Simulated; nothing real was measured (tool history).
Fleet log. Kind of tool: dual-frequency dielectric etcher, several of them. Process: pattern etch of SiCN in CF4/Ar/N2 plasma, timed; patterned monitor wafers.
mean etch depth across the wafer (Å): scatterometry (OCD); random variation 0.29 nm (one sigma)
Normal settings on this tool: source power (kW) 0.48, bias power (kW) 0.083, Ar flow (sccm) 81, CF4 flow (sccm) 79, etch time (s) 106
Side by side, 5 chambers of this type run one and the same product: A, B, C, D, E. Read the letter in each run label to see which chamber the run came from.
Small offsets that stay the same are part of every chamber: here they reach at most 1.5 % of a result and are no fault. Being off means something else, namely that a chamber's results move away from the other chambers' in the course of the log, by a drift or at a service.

run	hour	source power (kW)	bias power (kW)	Ar flow (sccm)	CF4 flow (sccm)	etch time (s)	hours since the last wet clean	hours since the last source power generator calibration	hours since the last bias power generator calibration	hours since the last Ar flow controller change	hours since the last CF4 flow controller change	read-back reference wafer on the same gauge, depth_nm	mean etch depth across the wafer (Å)
1A	11.6	0.48	0.083	81	79	106	172.1	1292.7	933	4497.2	1275.3	97.021	1055.1
2D	22.2	0.48	0.083	81	79	106	316.6	407.1	552.8	4831.8	1598.9	97.034	1049.9
3E	29.9	0.48	0.083	81	79	106	341	1722.5	1745.2	398.7	1048.8	96.99	1063.6
4C	35.6	0.48	0.083	81	79	106	212.6	2478.4	372.1	1743.2	2641.2	96.987	1073.1
5B	42.2	0.48	0.083	81	79	106	54.5	1336	3202.2	1182.1	2734.3	97.023	1052.4
6D	49.8	0.48	0.083	81	79	106	344.2	434.7	580.4	4859.4	1626.5	97.002	1054.3
7B	62.1	0.48	0.083	96	79	83.5	74.4	1355.9	3222.1	1202	2754.2	96.959	813.98
8A	72.3	0.48	0.083	96	79	83.5	232.8	1353.4	993.7	4557.9	1336	96.995	816.61
# hour 72.8: chamber E: wet clean of the chamber
9E	78.2	0.48	0.083	96	79	83.5	5.5	1770.8	1793.5	447	1097.1	96.999	822.3
10C	88.4	0.48	0.083	96	79	83.5	265.4	2531.2	424.9	1796	2694	97.008	831.89
11D	95.9	0.48	0.083	96	79	83.5	390.3	480.8	626.5	4905.5	1672.6	96.944	807.14
12A	106.8	0.48	0.083	81	79	106	267.3	1387.9	1028.2	4592.4	1370.5	96.997	1059.3
13E	115.6	0.48	0.083	81	79	106	42.9	1808.2	1830.9	484.4	1134.5	96.972	1060.3
14B	121.7	0.48	0.083	81	79	106	134	1415.5	3281.7	1261.6	2813.8	97.009	1045.3
15C	133.5	0.48	0.083	81	79	106	310.5	2576.3	470	1841.1	2739.1	96.902	1072.1
16B	141.8	0.48	0.083	71	61	106	154.1	1435.6	3301.8	1281.7	2833.9	97.002	1033.7
# hour 146.4: chamber A: wet clean of the chamber
17D	152.2	0.48	0.083	71	61	106	446.6	537.1	682.8	4961.8	1728.9	97.019	1031.9
# hour 155.5: chamber D: wet clean of the chamber
18E	157.9	0.48	0.083	71	61	106	85.2	1850.5	1873.2	526.7	1176.8	96.948	1044.7
19C	166.4	0.48	0.083	71	61	106	343.4	2609.2	502.9	1874	2772	96.967	1061.7
20A	179	0.48	0.083	71	61	106	32.6	1460.1	1100.4	4664.6	1442.7	97	1038.5
21E	187.2	0.48	0.083	81	79	106	114.5	1879.8	1902.5	556	1206.1	96.941	1068
22D	195.7	0.48	0.083	100	79	106	40.2	580.6	726.3	5005.3	1772.4	96.952	1015.1
23C	206.1	0.48	0.083	100	79	106	383.1	2648.9	542.6	1913.7	2811.7	96.977	1040.8
24B	213.3	0.48	0.083	100	79	106	225.6	1507.1	3373.3	1353.2	2905.4	96.949	1036.9
25A	225.3	0.48	0.083	100	79	106	78.9	1506.4	1146.7	4710.9	1489	97.039	1027.2
26A	236.7	0.48	0.083	100	79	106	90.3	1517.8	1158.1	4722.3	1500.4	96.977	1028.4
27D	244.1	0.48	0.083	81	79	106	88.6	629	774.7	5053.7	1820.8	97.013	1054.2
28E	250.1	0.48	0.083	81	79	106	177.4	1942.7	1965.4	618.9	1269	96.99	1064.7
29C	261.8	0.48	0.083	81	79	106	438.8	2704.6	598.3	1969.4	2867.4	97.001	1081
30B	269.9	0.48	0.083	81	79	106	282.2	1563.7	3429.9	1409.8	2962	97.043	1074.6
31C	277	0.4	0.083	81	79	80.5	454	2719.8	613.5	1984.6	2882.6	96.98	691.93
# hour 280.2: chamber C: wet clean of the chamber
32B	283.2	0.4	0.083	81	79	80.5	295.5	1577	3443.2	1423.1	2975.3	97.016	700.27
33E	295.4	0.4	0.083	81	79	80.5	222.7	1988	2010.7	664.2	1314.3	96.968	689.99
34A	303.8	0.4	0.083	81	79	80.5	157.4	1584.9	1225.2	4789.4	1567.5	97.018	682.22
35D	315.4	0.4	0.083	81	79	80.5	159.9	700.3	846	5125	1892.1	96.955	677.28
36D	322.8	0.48	0.083	81	79	106	167.3	707.7	853.4	5132.4	1899.5	96.979	1055.9
37B	328.4	0.48	0.098	81	66	106	340.7	1622.2	3488.4	1468.3	3020.5	97.029	1120.4
38E	338	0.48	0.098	81	66	106	265.3	2030.6	2053.3	706.8	1356.9	96.936	1107.2
39C	349.5	0.48	0.098	81	66	106	69.3	2792.3	686	2057.1	2955.1	96.936	1108.6

Next, all 5 chambers run the settings below, one line each with question marks for the results. What does each chamber give?
40A	358.8	0.48	0.083	66	79	106							?
40B	358.8	0.48	0.083	66	79	106							?
40C	358.8	0.48	0.083	66	79	106							?
40D	358.8	0.48	0.083	66	79	106							?
40E	358.8	0.48	0.083	66	79	106							?

run	mean etch depth across the wafer (Å)
40A	1081.8
40B	1118.8
40C	1105.5
40D	1079.6
40E	1088.7
